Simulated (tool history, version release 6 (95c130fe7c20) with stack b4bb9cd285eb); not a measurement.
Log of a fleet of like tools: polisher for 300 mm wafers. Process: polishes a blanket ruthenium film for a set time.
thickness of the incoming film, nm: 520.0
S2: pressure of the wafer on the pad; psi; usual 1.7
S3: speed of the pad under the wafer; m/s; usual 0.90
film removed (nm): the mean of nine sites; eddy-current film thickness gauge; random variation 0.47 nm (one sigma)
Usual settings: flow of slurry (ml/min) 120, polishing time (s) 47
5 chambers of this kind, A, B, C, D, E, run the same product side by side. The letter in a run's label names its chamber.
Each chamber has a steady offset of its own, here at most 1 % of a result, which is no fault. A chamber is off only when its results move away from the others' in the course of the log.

run 1B hour=8.0 | flow_of_slurry_(ml/min)=120 S2=1.7 S3=0.90 polishing_time_(s)=47 | film_removed_(nm)=40.613
-- hour=11.2 chamber E: worn pad replaced by a new one
run 2D hour=21.7 | flow_of_slurry_(ml/min)=120 S2=1.7 S3=0.90 polishing_time_(s)=47 | film_removed_(nm)=40.749
-- hour=30.2 chamber C: worn pad replaced by a new one
-- hour=30.8 chamber A: worn pad replaced by a new one
run 3A hour=32.5 | flow_of_slurry_(ml/min)=120 S2=1.7 S3=0.90 polishing_time_(s)=47 | film_removed_(nm)=40.568
-- hour=39.1 chamber B: worn pad replaced by a new one
-- hour=40.1 chamber D: head pressure recalibrated
run 4E hour=40.2 | flow_of_slurry_(ml/min)=120 S2=1.7 S3=0.90 polishing_time_(s)=47 | film_removed_(nm)=41.527
-- hour=44.7 chamber D: worn pad replaced by a new one
run 5C hour=50.3 | flow_of_slurry_(ml/min)=120 S2=1.7 S3=1.18 polishing_time_(s)=56 | film_removed_(nm)=64.386
run 6A hour=64.0 | flow_of_slurry_(ml/min)=120 S2=1.7 S3=1.18 polishing_time_(s)=56 | film_removed_(nm)=63.583
run 7E hour=77.3 | flow_of_slurry_(ml/min)=120 S2=1.7 S3=1.18 polishing_time_(s)=56 | film_removed_(nm)=65.448
-- hour=79.1 chamber E: worn pad replaced by a new one
run 8C hour=86.0 | flow_of_slurry_(ml/min)=120 S2=1.7 S3=1.18 polishing_time_(s)=56 | film_removed_(nm)=63.380
-- hour=94.6 chamber A: slurry nozzle cleaned
run 9B hour=94.8 | flow_of_slurry_(ml/min)=120 S2=1.7 S3=1.18 polishing_time_(s)=56 | film_removed_(nm)=63.710
-- hour=106.4 chamber A: worn pad replaced by a new one
run 10D hour=109.4 | flow_of_slurry_(ml/min)=120 S2=1.7 S3=0.90 polishing_time_(s)=47 | film_removed_(nm)=41.674
-- hour=112.5 chamber C: worn pad replaced by a new one
run 11E hour=120.3 | flow_of_slurry_(ml/min)=120 S2=1.7 S3=0.90 polishing_time_(s)=47 | film_removed_(nm)=40.398
-- hour=128.7 chamber D: worn pad replaced by a new one
-- hour=130.3 chamber B: worn pad replaced by a new one
run 12A hour=133.3 | flow_of_slurry_(ml/min)=120 S2=1.7 S3=0.90 polishing_time_(s)=47 | film_removed_(nm)=41.361
run 13C hour=145.2 | flow_of_slurry_(ml/min)=120 S2=1.7 S3=0.90 polishing_time_(s)=47 | film_removed_(nm)=41.470
run 14B hour=153.9 | flow_of_slurry_(ml/min)=120 S2=1.7 S3=0.90 polishing_time_(s)=47 | film_removed_(nm)=41.067
run 15D hour=162.7 | flow_of_slurry_(ml/min)=120 S2=1.7 S3=0.90 polishing_time_(s)=47 | film_removed_(nm)=41.079
-- hour=163.0 chamber E: worn pad replaced by a new one
-- hour=172.1 chamber A: worn pad replaced by a new one
run 16D hour=176.7 | flow_of_slurry_(ml/min)=120 S2=1.7 S3=0.90 polishing_time_(s)=47 | film_removed_(nm)=40.959
-- hour=181.2 chamber C: worn pad replaced by a new one
run 17C hour=186.3 | flow_of_slurry_(ml/min)=120 S2=1.7 S3=0.90 polishing_time_(s)=47 | film_removed_(nm)=40.960
run 18A hour=194.8 | flow_of_slurry_(ml/min)=120 S2=1.7 S3=0.90 polishing_time_(s)=47 | film_removed_(nm)=40.602
run 19B hour=205.1 | flow_of_slurry_(ml/min)=120 S2=1.7 S3=0.90 polishing_time_(s)=47 | film_removed_(nm)=40.718
-- hour=208.3 chamber D: worn pad replaced by a new one
run 20E hour=213.1 | flow_of_slurry_(ml/min)=120 S2=1.7 S3=0.90 polishing_time_(s)=47 | film_removed_(nm)=41.649
run 21A hour=227.5 | flow_of_slurry_(ml/min)=120 S2=1.7 S3=0.90 polishing_time_(s)=47 | film_removed_(nm)=40.743
-- hour=228.9 chamber E: worn pad replaced by a new one
-- hour=234.2 chamber C: head pressure recalibrated
-- hour=238.7 chamber A: head pressure recalibrated
-- hour=240.7 chamber A: worn pad replaced by a new one
run 22D hour=241.0 | flow_of_slurry_(ml/min)=120 S2=1.7 S3=0.90 polishing_time_(s)=47 | film_removed_(nm)=40.758
-- hour=244.8 chamber B: worn pad replaced by a new one
-- hour=252.8 chamber C: worn pad replaced by a new one
run 23C hour=253.4 | flow_of_slurry_(ml/min)=120 S2=1.7 S3=0.90 polishing_time_(s)=47 | film_removed_(nm)=46.209
run 24E hour=266.7 | flow_of_slurry_(ml/min)=120 S2=1.7 S3=0.90 polishing_time_(s)=47 | film_removed_(nm)=41.899
-- hour=273.6 chamber D: worn pad replaced by a new one
run 25B hour=280.2 | flow_of_slurry_(ml/min)=120 S2=1.7 S3=0.90 polishing_time_(s)=47 | film_removed_(nm)=41.001
run 26E hour=287.0 | flow_of_slurry_(ml/min)=120 S2=1.7 S3=0.90 polishing_time_(s)=47 | film_removed_(nm)=41.415
run 27B hour=294.8 | flow_of_slurry_(ml/min)=120 S2=1.7 S3=0.90 polishing_time_(s)=47 | film_removed_(nm)=40.168
-- hour=298.8 chamber E: worn pad replaced by a new one
run 28D hour=302.7 | flow_of_slurry_(ml/min)=120 S2=1.7 S3=0.90 polishing_time_(s)=47 | film_removed_(nm)=42.140
run 29C hour=312.9 | flow_of_slurry_(ml/min)=120 S2=1.7 S3=0.90 polishing_time_(s)=47 | film_removed_(nm)=46.739
run 30A hour=320.7 | flow_of_slurry_(ml/min)=145 S2=1.7 S3=0.90 polishing_time_(s)=34 | film_removed_(nm)=30.483
-- hour=322.4 chamber A: worn pad replaced by a new one
-- hour=324.6 chamber C: worn pad replaced by a new one
run 31B hour=328.6 | flow_of_slurry_(ml/min)=145 S2=1.7 S3=0.90 polishing_time_(s)=34 | film_removed_(nm)=30.675
run 32A hour=334.9 | flow_of_slurry_(ml/min)=145 S2=1.7 S3=0.90 polishing_time_(s)=34 | film_removed_(nm)=30.730
-- hour=341.6 chamber D: worn pad replaced by a new one
run 33C hour=348.9 | flow_of_slurry_(ml/min)=145 S2=1.7 S3=0.90 polishing_time_(s)=34 | film_removed_(nm)=34.613
run 34E hour=356.5 | flow_of_slurry_(ml/min)=145 S2=1.7 S3=0.90 polishing_time_(s)=34 | film_removed_(nm)=31.561
run 35D hour=364.9 | flow_of_slurry_(ml/min)=120 S2=1.7 S3=0.90 polishing_time_(s)=47 | film_removed_(nm)=40.732
-- hour=368.9 chamber E: worn pad replaced by a new one
run 36E hour=375.4 | flow_of_slurry_(ml/min)=120 S2=1.7 S3=0.90 polishing_time_(s)=47 | film_removed_(nm)=42.666

Is one chamber off against the others, does the gauge drift, or is nothing wrong? If a chamber is off, say which, and what the likeliest cause is.

A service left chamber C off against the others.
Cause: head's pressure above its setpoint, % = 11.9.

Here are 4 candidates for chamber C's next run, each the usual settings with a change, their results left as question marks. Which one brings its results back in line with what the others give on the usual settings?
In line means no further than this from the other chambers' mean on the usual settings: film removed (nm) 1.600
run 37C-1 hour=385.9 | flow_of_slurry_(ml/min)=120 S2=1.7 S3=0.96 polishing_time_(s)=50 | film_removed_(nm)=?
run 37C-2 hour=385.9 | flow_of_slurry_(ml/min)=120 S2=1.6 S3=0.88 polishing_time_(s)=46 | film_removed_(nm)=?
run 37C-3 hour=385.9 | flow_of_slurry_(ml/min)=145 S2=1.7 S3=0.90 polishing_time_(s)=47 | film_removed_(nm)=?
run 37C-4 hour=385.9 | flow_of_slurry_(ml/min)=120 S2=1.7 S3=0.90 polishing_time_(s)=45 | film_removed_(nm)=?

The other chambers' mean on the usual settings: film removed (nm) 41.060
run=37C-1 film_removed_(nm)=52.234
run=37C-2 film_removed_(nm)=41.471
run=37C-3 film_removed_(nm)=47.829
run=37C-4 film_removed_(nm)=44.098
37C-2 brings the chamber back in line.
